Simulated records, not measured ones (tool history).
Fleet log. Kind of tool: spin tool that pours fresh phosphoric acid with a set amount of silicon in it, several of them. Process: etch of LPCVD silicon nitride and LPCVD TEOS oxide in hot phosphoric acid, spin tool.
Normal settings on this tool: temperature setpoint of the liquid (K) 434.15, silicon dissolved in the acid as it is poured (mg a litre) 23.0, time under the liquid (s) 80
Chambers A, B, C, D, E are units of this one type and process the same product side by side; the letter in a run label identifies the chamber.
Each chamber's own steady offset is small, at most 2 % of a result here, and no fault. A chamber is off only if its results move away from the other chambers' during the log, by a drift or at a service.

run	hour	temperature setpoint of the liquid (K)	silicon dissolved in the acid as it is poured (mg a litre)	time under the liquid (s)	hours since the thermometer was replaced	hours since the dissolved silicon flow meter was replaced	hours since the heated supply line was repaired	read-back film thickness of the LPCVD silicon nitride reference wafer, read on the same gauge (nm)	read-back film thickness of the LPCVD TEOS oxide reference wafer, read on the same gauge (nm)	thickness taken off the LPCVD silicon nitride on a monitor wafer (angstrom)	thickness taken off the LPCVD TEOS oxide on a monitor wafer (angstrom)
# hour 1.6: chamber B: heated supply line repaired
1A	13.8	434.15	23.0	80	1761.0	155.9	2842.8	49.994	110.00	69.452	2.6527
2E	22.6	434.15	23.0	80	312.4	114.8	774.5	49.991	109.97	68.961	2.4928
3D	30.0	434.15	23.0	80	712.3	420.4	3790.9	50.004	109.99	70.028	2.8742
4B	41.7	434.15	23.0	80	559.8	1400.3	40.2	49.993	109.98	69.750	3.0454
5C	51.1	434.15	23.0	80	1887.5	606.9	910.9	50.032	109.98	69.861	2.7569
6B	58.5	434.15	23.0	80	576.6	1417.1	57.0	49.995	110.00	69.939	2.8531
7A	69.2	434.15	23.0	80	1816.4	211.3	2898.2	50.002	110.00	69.262	2.6866
8E	81.6	434.15	23.0	80	371.4	173.8	833.5	50.031	109.99	69.169	3.2680
9C	89.7	434.15	23.0	80	1926.1	645.5	949.5	49.998	109.99	70.903	2.7064
10D	99.7	434.15	23.0	80	782.0	490.1	3860.6	50.002	110.00	70.554	2.4247
# hour 102.3: chamber A: heated supply line repaired
11D	106.0	434.15	23.0	80	788.3	496.4	3866.9	50.019	109.99	69.533	2.6070
# hour 108.6: chamber D: heated supply line repaired
12C	112.7	434.15	23.0	110	1949.1	668.5	972.5	50.020	109.97	96.563	4.1936
13E	126.2	434.15	23.0	110	416.0	218.4	878.1	49.973	109.98	95.219	3.6455
14A	133.8	434.15	23.0	110	1881.0	275.9	31.5	50.023	110.02	94.797	3.3520
15B	143.7	434.15	23.0	110	661.8	1502.3	142.2	50.001	110.01	95.768	3.8008
16E	152.2	434.15	23.0	110	442.0	244.4	904.1	50.018	109.96	95.901	3.9575
17A	162.4	434.15	23.0	80	1909.6	304.5	60.1	50.016	109.99	68.721	3.3733
18C	176.1	434.15	23.0	80	2012.5	731.9	1035.9	49.983	110.02	69.793	3.0261
19D	183.8	436.15	30.5	80	866.1	574.2	75.2	50.007	110.01	75.828	2.5613
20B	191.0	436.15	30.5	80	709.1	1549.6	189.5	49.982	110.01	74.621	2.3640
21A	200.4	436.15	30.5	80	1947.6	342.5	98.1	50.034	110.01	73.183	2.3604
22E	212.6	436.15	30.5	80	502.4	304.8	964.5	49.978	110.00	74.160	2.8072
23C	220.2	436.15	30.5	80	2056.6	776.0	1080.0	50.019	110.01	74.690	2.6526
24D	230.3	434.15	23.0	80	912.6	620.7	121.7	49.993	110.01	70.682	2.6138
25B	243.4	434.15	23.0	80	761.5	1602.0	241.9	49.989	110.01	70.158	2.8158
26E	249.9	434.15	23.0	80	539.7	342.1	1001.8	50.017	110.04	70.367	3.0904
27D	256.0	434.15	23.0	80	938.3	646.4	147.4	50.000	109.98	70.586	2.7504
28B	264.0	434.15	23.0	80	782.1	1622.6	262.5	50.030	110.01	69.616	2.8908
29A	270.8	434.15	23.0	80	2018.0	412.9	168.5	49.999	109.94	69.159	3.3542
30C	280.1	434.15	23.0	80	2116.5	835.9	1139.9	50.007	109.95	69.146	2.9919

Is one chamber out of step, is the gauge drifting, or do the chambers differ by no more than their own small offsets? For an off chamber, give its letter and the likeliest cause.

Nothing is wrong: each chamber keeps only its own small, steady offset and the gauge holds still.
